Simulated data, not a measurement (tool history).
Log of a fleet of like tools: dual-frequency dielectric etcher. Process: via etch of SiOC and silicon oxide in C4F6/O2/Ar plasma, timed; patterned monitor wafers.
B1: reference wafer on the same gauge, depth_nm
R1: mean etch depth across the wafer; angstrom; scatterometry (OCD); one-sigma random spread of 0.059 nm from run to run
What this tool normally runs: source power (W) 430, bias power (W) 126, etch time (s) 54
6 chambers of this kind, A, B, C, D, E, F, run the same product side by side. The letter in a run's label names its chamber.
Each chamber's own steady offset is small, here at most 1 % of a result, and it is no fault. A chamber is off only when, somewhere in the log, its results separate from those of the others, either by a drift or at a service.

{"day": 0.033, "done": "chamber F: source power generator calibrated"}
{"run": "1B", "day": 0.433, "source power (W)": 430, "bias power (W)": 126, "etch time (s)": 54, "B1": 56.798, "R1": 557.38}
{"run": "2C", "day": 0.788, "source power (W)": 430, "bias power (W)": 126, "etch time (s)": 54, "B1": 56.789, "R1": 564.92}
{"run": "3D", "day": 1.129, "source power (W)": 430, "bias power (W)": 126, "etch time (s)": 54, "B1": 56.778, "R1": 565.1}
{"day": 1.283, "done": "chamber C: wet clean of the chamber"}
{"run": "4E", "day": 1.538, "source power (W)": 430, "bias power (W)": 126, "etch time (s)": 54, "B1": 56.789, "R1": 561.87}
{"run": "5F", "day": 1.838, "source power (W)": 430, "bias power (W)": 126, "etch time (s)": 54, "B1": 56.782, "R1": 563.04}
{"run": "6A", "day": 2.196, "source power (W)": 430, "bias power (W)": 126, "etch time (s)": 54, "B1": 56.779, "R1": 562.43}
{"run": "7A", "day": 2.767, "source power (W)": 430, "bias power (W)": 126, "etch time (s)": 54, "B1": 56.763, "R1": 562.54}
{"run": "8B", "day": 3.271, "source power (W)": 430, "bias power (W)": 126, "etch time (s)": 54, "B1": 56.757, "R1": 555.4}
{"run": "9C", "day": 3.658, "source power (W)": 430, "bias power (W)": 126, "etch time (s)": 54, "B1": 56.762, "R1": 565.09}
{"run": "10D", "day": 4.288, "source power (W)": 430, "bias power (W)": 108, "etch time (s)": 54, "B1": 56.743, "R1": 538.72}
{"run": "11E", "day": 4.862, "source power (W)": 430, "bias power (W)": 108, "etch time (s)": 54, "B1": 56.729, "R1": 536.41}
{"day": 5.408, "done": "chamber E: wet clean of the chamber"}
{"run": "12F", "day": 5.438, "source power (W)": 430, "bias power (W)": 108, "etch time (s)": 54, "B1": 56.739, "R1": 537.16}
{"run": "13E", "day": 5.862, "source power (W)": 430, "bias power (W)": 108, "etch time (s)": 54, "B1": 56.737, "R1": 537.33}
{"run": "14A", "day": 6.408, "source power (W)": 430, "bias power (W)": 108, "etch time (s)": 54, "B1": 56.712, "R1": 537.83}
{"day": 6.908, "done": "chamber D: wet clean of the chamber"}
{"run": "15D", "day": 6.921, "source power (W)": 430, "bias power (W)": 108, "etch time (s)": 54, "B1": 56.708, "R1": 538}
{"run": "16B", "day": 7.333, "source power (W)": 430, "bias power (W)": 126, "etch time (s)": 54, "B1": 56.699, "R1": 555.82}
{"run": "17F", "day": 7.621, "source power (W)": 430, "bias power (W)": 126, "etch time (s)": 54, "B1": 56.714, "R1": 561.62}
{"run": "18C", "day": 7.942, "source power (W)": 430, "bias power (W)": 126, "etch time (s)": 54, "B1": 56.695, "R1": 564.76}
{"run": "19C", "day": 8.375, "source power (W)": 430, "bias power (W)": 126, "etch time (s)": 54, "B1": 56.69, "R1": 563.65}
{"run": "20D", "day": 9.017, "source power (W)": 430, "bias power (W)": 126, "etch time (s)": 54, "B1": 56.678, "R1": 563.25}
{"day": 9.546, "done": "chamber F: wet clean of the chamber"}
{"run": "21E", "day": 9.583, "source power (W)": 430, "bias power (W)": 126, "etch time (s)": 54, "B1": 56.673, "R1": 560.56}
{"run": "22B", "day": 10.233, "source power (W)": 430, "bias power (W)": 150, "etch time (s)": 54, "B1": 56.65, "R1": 585.04}
{"run": "23F", "day": 10.712, "source power (W)": 430, "bias power (W)": 150, "etch time (s)": 54, "B1": 56.659, "R1": 592.24}
{"run": "24A", "day": 11.367, "source power (W)": 430, "bias power (W)": 150, "etch time (s)": 54, "B1": 56.651, "R1": 592.23}
{"day": 11.95, "done": "chamber B: wet clean of the chamber"}
{"run": "25E", "day": 11.958, "source power (W)": 430, "bias power (W)": 150, "etch time (s)": 54, "B1": 56.659, "R1": 590.9}
{"run": "26A", "day": 12.308, "source power (W)": 430, "bias power (W)": 150, "etch time (s)": 54, "B1": 56.638, "R1": 591.36}
{"run": "27F", "day": 12.938, "source power (W)": 430, "bias power (W)": 150, "etch time (s)": 54, "B1": 56.634, "R1": 592.94}
{"day": 13.292, "done": "chamber A: wet clean of the chamber"}
{"run": "28B", "day": 13.354, "source power (W)": 430, "bias power (W)": 126, "etch time (s)": 54, "B1": 56.622, "R1": 556}
{"run": "29C", "day": 13.854, "source power (W)": 430, "bias power (W)": 126, "etch time (s)": 54, "B1": 56.631, "R1": 562.86}
{"run": "30D", "day": 14.142, "source power (W)": 430, "bias power (W)": 126, "etch time (s)": 54, "B1": 56.626, "R1": 561.91}
{"run": "31A", "day": 14.529, "source power (W)": 360, "bias power (W)": 104, "etch time (s)": 54, "B1": 56.604, "R1": 493.42}
{"run": "32F", "day": 15.079, "source power (W)": 360, "bias power (W)": 104, "etch time (s)": 54, "B1": 56.614, "R1": 493.8}
{"day": 15.342, "done": "chamber C: source power generator calibrated"}
{"run": "33D", "day": 15.729, "source power (W)": 360, "bias power (W)": 104, "etch time (s)": 54, "B1": 56.596, "R1": 493.76}
{"run": "34B", "day": 16.167, "source power (W)": 360, "bias power (W)": 104, "etch time (s)": 54, "B1": 56.596, "R1": 488.22}
{"run": "35E", "day": 16.654, "source power (W)": 360, "bias power (W)": 104, "etch time (s)": 54, "B1": 56.595, "R1": 494.07}
{"run": "36C", "day": 17.204, "source power (W)": 360, "bias power (W)": 104, "etch time (s)": 54, "B1": 56.589, "R1": 496.33}
{"run": "37D", "day": 17.796, "source power (W)": 430, "bias power (W)": 126, "etch time (s)": 54, "B1": 56.574, "R1": 562.34}
{"run": "38A", "day": 18.412, "source power (W)": 430, "bias power (W)": 126, "etch time (s)": 54, "B1": 56.579, "R1": 559.87}

One chamber off, gauge drift, or nothing amiss beyond the chambers' own small offsets? If it is a chamber, which one, and what is the likeliest cause?

It is the gauge, not a chamber: its drift shows up in every chamber's results at once, and no chamber is off.
Most likely cause: gauge reads low (%) = 0.43.

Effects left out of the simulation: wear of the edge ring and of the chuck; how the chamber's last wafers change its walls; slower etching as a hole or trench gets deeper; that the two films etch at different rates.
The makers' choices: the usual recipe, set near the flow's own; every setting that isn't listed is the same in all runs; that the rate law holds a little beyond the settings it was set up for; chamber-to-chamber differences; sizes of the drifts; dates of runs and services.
